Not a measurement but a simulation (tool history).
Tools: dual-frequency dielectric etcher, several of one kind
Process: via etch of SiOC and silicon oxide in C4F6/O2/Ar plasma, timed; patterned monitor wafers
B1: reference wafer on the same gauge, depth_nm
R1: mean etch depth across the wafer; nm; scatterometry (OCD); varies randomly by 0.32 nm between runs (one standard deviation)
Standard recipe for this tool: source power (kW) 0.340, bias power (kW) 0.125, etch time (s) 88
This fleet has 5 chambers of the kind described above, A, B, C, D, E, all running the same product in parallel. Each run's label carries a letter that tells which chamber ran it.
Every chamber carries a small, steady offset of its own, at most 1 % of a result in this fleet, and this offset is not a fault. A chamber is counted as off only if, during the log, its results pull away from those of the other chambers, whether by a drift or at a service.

At hour 3.9: chamber E: source power generator calibrated.
Run 1E, hour 5.6: usual settings; B1 83.901. Result: R1 83.366 nm.
Run 2C, hour 13.2: usual settings; B1 83.872. Result: R1 83.142 nm.
Run 3B, hour 23.0: usual settings; B1 83.999. Result: R1 83.802 nm.
Run 4D, hour 30.5: usual settings; B1 83.948. Result: R1 84.809 nm.
At hour 35.7: chamber D: bias power generator calibrated.
Run 5A, hour 39.8: usual settings; B1 84.014. Result: R1 83.539 nm.
Run 6A, hour 45.8: usual settings; B1 83.788. Result: R1 83.027 nm.
Run 7D, hour 52.7: usual settings but source power (kW) 0.420; B1 83.992. Result: R1 91.979 nm.
Run 8C, hour 58.3: usual settings but source power (kW) 0.420; B1 83.922. Result: R1 90.395 nm.
Run 9E, hour 64.9: usual settings but source power (kW) 0.420; B1 83.838. Result: R1 91.387 nm.
Run 10B, hour 70.3: usual settings but source power (kW) 0.420; B1 83.888. Result: R1 90.294 nm.
Run 11D, hour 75.0: usual settings but source power (kW) 0.420; B1 83.774. Result: R1 91.436 nm.
Run 12C, hour 79.8: usual settings but source power (kW) 0.270; B1 84.008. Result: R1 75.467 nm.
Run 13A, hour 88.5: usual settings but source power (kW) 0.270; B1 83.846. Result: R1 76.266 nm.
Run 14B, hour 96.1: usual settings but source power (kW) 0.270; B1 83.893. Result: R1 76.542 nm.
Run 15E, hour 106.5: usual settings but source power (kW) 0.270; B1 83.883. Result: R1 76.325 nm.
Run 16C, hour 115.4: usual settings but source power (kW) 0.270; B1 83.906. Result: R1 75.014 nm.
At hour 121.1: chamber A: wet clean of the chamber.
Run 17E, hour 125.5: usual settings; B1 83.851. Result: R1 83.393 nm.
Run 18A, hour 131.5: usual settings; B1 83.901. Result: R1 84.240 nm.
Run 19D, hour 137.6: usual settings but source power (kW) 0.280, bias power (kW) 0.153; B1 83.915. Result: R1 82.753 nm.
Run 20B, hour 143.8: usual settings but source power (kW) 0.280, bias power (kW) 0.153; B1 83.787. Result: R1 82.117 nm.
Run 21A, hour 148.6: usual settings but source power (kW) 0.280, bias power (kW) 0.153; B1 83.840. Result: R1 81.692 nm.
Run 22B, hour 155.7: usual settings but source power (kW) 0.280, bias power (kW) 0.153; B1 83.878. Result: R1 83.062 nm.
Run 23D, hour 164.6: usual settings but source power (kW) 0.280, bias power (kW) 0.153; B1 83.816. Result: R1 83.042 nm.
Run 24E, hour 173.6: usual settings; B1 83.895. Result: R1 83.406 nm.
Run 25C, hour 181.7: usual settings; B1 83.874. Result: R1 80.616 nm.
Run 26C, hour 186.4: usual settings; B1 83.913. Result: R1 80.848 nm.
Run 27B, hour 193.7: usual settings; B1 83.936. Result: R1 82.903 nm.
Run 28E, hour 203.6: usual settings; B1 83.854. Result: R1 83.696 nm.
Run 29D, hour 211.5: usual settings; B1 83.918. Result: R1 83.629 nm.
Run 30A, hour 217.8: usual settings but source power (kW) 0.410; B1 83.841. Result: R1 90.023 nm.
Run 31E, hour 226.2: usual settings but source power (kW) 0.410; B1 83.954. Result: R1 89.595 nm.

All 5 chambers run these settings next. Forecast each chamber's results:
Run 32A, hour 233.6: usual settings. Result: R1 ?.
Run 32B, hour 233.6: usual settings. Result: R1 ?.
Run 32C, hour 233.6: usual settings. Result: R1 ?.
Run 32D, hour 233.6: usual settings. Result: R1 ?.
Run 32E, hour 233.6: usual settings. Result: R1 ?.

run      R1
32A  83.916
32B  82.940
32C  79.341
32D  83.752
32E  83.545
